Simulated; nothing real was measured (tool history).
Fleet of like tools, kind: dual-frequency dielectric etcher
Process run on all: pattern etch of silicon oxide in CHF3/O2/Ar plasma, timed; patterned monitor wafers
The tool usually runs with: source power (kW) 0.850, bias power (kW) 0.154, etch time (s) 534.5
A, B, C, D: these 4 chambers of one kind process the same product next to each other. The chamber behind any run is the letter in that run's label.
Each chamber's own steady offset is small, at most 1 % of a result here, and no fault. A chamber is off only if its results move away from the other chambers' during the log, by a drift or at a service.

| run | hour | source power (kW) | bias power (kW) | etch time (s) | read-back reference wafer on the same gauge, depth_nm | mean etch depth across the wafer (angstrom) |
|---|---|---|---|---|---|---|
| 1D | 14.0 | 0.850 | 0.154 | 534.5 | 970.40 | 11612 |
|  | 18.1 | chamber A: wet clean of the chamber |
| 2A | 27.9 | 0.850 | 0.154 | 534.5 | 969.69 | 11564 |
| 3B | 37.3 | 0.850 | 0.154 | 534.5 | 969.25 | 11464 |
| 4C | 49.4 | 0.850 | 0.154 | 534.5 | 970.26 | 11539 |
| 5B | 58.3 | 0.850 | 0.154 | 534.5 | 969.98 | 11535 |
| 6C | 65.7 | 0.850 | 0.154 | 534.5 | 969.95 | 11560 |
| 7A | 78.8 | 0.850 | 0.174 | 583.5 | 969.80 | 12970 |
| 8D | 87.7 | 0.850 | 0.174 | 583.5 | 969.76 | 13052 |
| 9D | 99.4 | 0.850 | 0.174 | 583.5 | 970.06 | 13049 |
| 10A | 108.3 | 0.850 | 0.174 | 583.5 | 970.47 | 13076 |
| 11C | 120.2 | 0.850 | 0.154 | 534.5 | 970.82 | 11472 |
| 12B | 134.9 | 0.850 | 0.154 | 534.5 | 969.74 | 11403 |
| 13D | 143.8 | 0.850 | 0.154 | 534.5 | 970.41 | 11482 |
| 14B | 158.4 | 0.850 | 0.154 | 534.5 | 970.11 | 11425 |
| 15C | 165.8 | 0.690 | 0.154 | 534.5 | 970.75 | 10648 |
| 16A | 174.0 | 0.690 | 0.154 | 534.5 | 969.93 | 10673 |
| 17B | 186.3 | 0.690 | 0.154 | 534.5 | 969.69 | 10605 |
| 18C | 195.2 | 0.690 | 0.154 | 534.5 | 970.49 | 10627 |
| 19A | 202.7 | 0.850 | 0.154 | 534.5 | 968.90 | 11432 |
| 20D | 213.0 | 0.850 | 0.154 | 534.5 | 969.59 | 11293 |
| 21D | 228.0 | 0.850 | 0.154 | 534.5 | 969.51 | 11293 |
| 22C | 242.8 | 0.850 | 0.154 | 534.5 | 970.28 | 11492 |
| 23A | 249.8 | 0.850 | 0.154 | 534.5 | 970.11 | 11517 |
| 24B | 261.0 | 0.850 | 0.154 | 585.5 | 970.05 | 12579 |
|  | 265.7 | chamber C: wet clean of the chamber |
| 25C | 270.9 | 0.850 | 0.154 | 585.5 | 969.69 | 12619 |
| 26B | 285.1 | 0.850 | 0.154 | 585.5 | 969.50 | 12549 |
| 27A | 295.4 | 0.850 | 0.154 | 585.5 | 969.45 | 12577 |
| 28D | 305.6 | 0.850 | 0.154 | 534.5 | 970.77 | 11215 |

Next, all 4 chambers run the settings below, one line each with question marks for the results. What does each chamber give?
| 29A | 316.6 | 0.850 | 0.154 | 534.5 |  | ? |
| 29B | 316.6 | 0.850 | 0.154 | 534.5 |  | ? |
| 29C | 316.6 | 0.850 | 0.154 | 534.5 |  | ? |
| 29D | 316.6 | 0.850 | 0.154 | 534.5 |  | ? |

| run | mean etch depth across the wafer (angstrom) |
|---|---|
| 29A | 11508 |
| 29B | 11473 |
| 29C | 11579 |
| 29D | 11257 |

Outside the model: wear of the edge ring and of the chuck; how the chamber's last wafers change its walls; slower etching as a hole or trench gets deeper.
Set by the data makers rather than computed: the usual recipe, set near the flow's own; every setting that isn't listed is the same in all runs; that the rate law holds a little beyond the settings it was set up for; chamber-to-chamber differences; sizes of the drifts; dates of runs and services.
